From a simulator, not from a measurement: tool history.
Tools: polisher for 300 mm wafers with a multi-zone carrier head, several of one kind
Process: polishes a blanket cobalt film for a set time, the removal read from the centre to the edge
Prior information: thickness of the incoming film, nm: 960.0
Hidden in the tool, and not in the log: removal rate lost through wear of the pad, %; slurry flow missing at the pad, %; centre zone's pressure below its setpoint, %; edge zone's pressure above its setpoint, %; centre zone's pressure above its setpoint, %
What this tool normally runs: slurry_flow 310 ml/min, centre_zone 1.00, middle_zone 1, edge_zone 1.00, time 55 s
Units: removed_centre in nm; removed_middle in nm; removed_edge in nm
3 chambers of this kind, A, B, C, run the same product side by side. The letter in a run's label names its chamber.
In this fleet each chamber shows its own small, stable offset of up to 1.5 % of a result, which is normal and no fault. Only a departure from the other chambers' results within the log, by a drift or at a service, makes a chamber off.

run,hour,slurry_flow,centre_zone,middle_zone,edge_zone,time,wafers polished on this pad,hours since the slurry nozzle was cleaned,hours since the centre zone pressure was calibrated,hours since the edge zone pressure was calibrated,removed_centre,removed_middle,removed_edge
1B,11.2,310,1.00,1,1.00,55,953,49.1,685.1,190.8,295.07,300.33,294.78
# hour 16.9: chamber B: worn pad replaced by a new one
2C,17.3,310,1.00,1,1.00,55,154,369.2,318.6,55.1,295.24,296.12,301.11
3A,25.4,310,1.00,1,1.00,55,477,116.6,563.9,49.2,299.60,302.32,300.63
4A,33.9,310,1.00,1,1.00,55,551,125.1,572.4,57.7,295.79,301.97,298.22
5B,44.1,310,1.00,1,1.00,55,237,82.0,718.0,223.7,296.89,299.36,295.76
6C,52.3,310,1.00,1,1.00,44,459,404.2,353.6,90.1,235.86,237.08,241.56
7A,58.8,310,1.00,1,1.00,44,768,150.0,597.3,82.6,237.57,243.55,237.70
8B,65.1,310,1.00,1,1.00,44,420,103.0,739.0,244.7,241.71,241.05,238.92
9C,72.8,310,0.96,1,1.00,55,637,424.7,374.1,110.6,283.05,295.28,301.45
10C,84.2,310,0.96,1,1.00,55,736,436.1,385.5,122.0,284.72,301.01,302.91
# hour 95.5: chamber A: worn pad replaced by a new one
11B,97.1,310,0.96,1,1.00,55,698,135.0,771.0,276.7,283.34,297.64,296.07
12A,103.8,310,1.00,1,1.00,55,72,195.0,642.3,127.6,297.40,302.68,304.41
13B,114.5,310,1.00,1,1.00,55,850,152.4,788.4,294.1,298.17,296.87,292.36
# hour 120.2: chamber A: centre zone pressure recalibrated
14A,124.4,310,1.00,1,1.00,55,251,215.6,4.2,148.2,278.49,298.53,301.50
# hour 124.7: chamber C: worn pad replaced by a new one
15C,136.1,310,1.00,1,1.00,55,99,488.0,437.4,173.9,295.51,297.07,301.83
16A,142.1,310,1.00,1,1.00,55,405,233.3,21.9,165.9,278.31,298.54,303.72
# hour 145.3: chamber B: worn pad replaced by a new one
17C,152.4,310,1.00,1,1.00,55,241,504.3,453.7,190.2,295.20,299.59,304.03
18B,163.3,310,1.00,1,1.00,55,157,201.2,837.2,342.9,297.57,298.26,294.17
19C,173.6,310,1.00,1,1.00,55,425,525.5,474.9,211.4,294.35,299.08,298.46
# hour 184.7: chamber B: slurry nozzle cleaned
# hour 186.0: chamber A: slurry nozzle cleaned
20A,186.5,310,0.96,1,1.08,55,792,0.5,66.3,210.3,264.49,300.33,309.60
21B,192.6,310,0.96,1,1.08,55,412,7.9,866.5,372.2,283.72,300.80,307.53
22B,198.2,310,0.96,1,1.08,55,460,13.5,872.1,377.8,289.91,297.58,309.19
# hour 203.9: chamber A: worn pad replaced by a new one
23A,204.3,310,1.00,1,1.00,55,3,18.3,84.1,228.1,280.71,305.32,299.89
24C,213.2,310,1.00,1,1.00,55,770,565.1,514.5,251.0,295.88,301.47,295.85
25A,225.6,310,1.00,1,1.00,55,189,39.6,105.4,249.4,279.73,302.78,301.78
26C,236.7,310,1.00,1,1.00,55,975,588.6,538.0,274.5,296.11,299.00,299.34
27B,244.0,310,1.00,1,1.00,55,859,59.3,917.9,423.6,294.54,299.40,298.67
28B,257.0,310,1.00,1,1.00,55,972,72.3,930.9,436.6,295.88,298.59,294.34
29A,263.2,310,1.00,1,1.00,55,516,77.2,143.0,287.0,276.54,299.57,299.38

Is one chamber out of step, is the gauge drifting, or do the chambers differ by no more than their own small offsets? For an off chamber, give its letter and the likeliest cause.

After it was serviced, chamber A no longer matches the other chambers.
Most likely cause: centre zone's pressure below its setpoint, % = 5.81.

Here are 4 candidates for chamber A's next run, each the usual settings with a change, their results left as question marks. Which one brings its results back in line with what the others give on the usual settings?
In line means no further than this from the other chambers' mean on the usual settings: removed_centre 7.10 nm; removed_middle 8.20 nm; removed_edge 7.70 nm
30A-1,272.5,310,1.02,0.99,0.99,55,,,,,?,?,?
30A-2,272.5,305,0.94,1.02,1.02,55,,,,,?,?,?
30A-3,272.5,315,1.06,0.98,0.98,55,,,,,?,?,?
30A-4,272.5,310,0.98,1.01,1.01,55,,,,,?,?,?

On the usual settings, the other chambers give on average: removed_centre 297.49 nm; removed_middle 297.89 nm; removed_edge 297.82 nm
run,removed_centre,removed_middle,removed_edge
30A-1,284.17,299.70,296.72
30A-2,258.92,307.76,300.86
30A-3,297.06,297.27,295.55
30A-4,271.77,305.36,299.72
30A-3 is the one that brings the chamber's results back in line with the other chambers.

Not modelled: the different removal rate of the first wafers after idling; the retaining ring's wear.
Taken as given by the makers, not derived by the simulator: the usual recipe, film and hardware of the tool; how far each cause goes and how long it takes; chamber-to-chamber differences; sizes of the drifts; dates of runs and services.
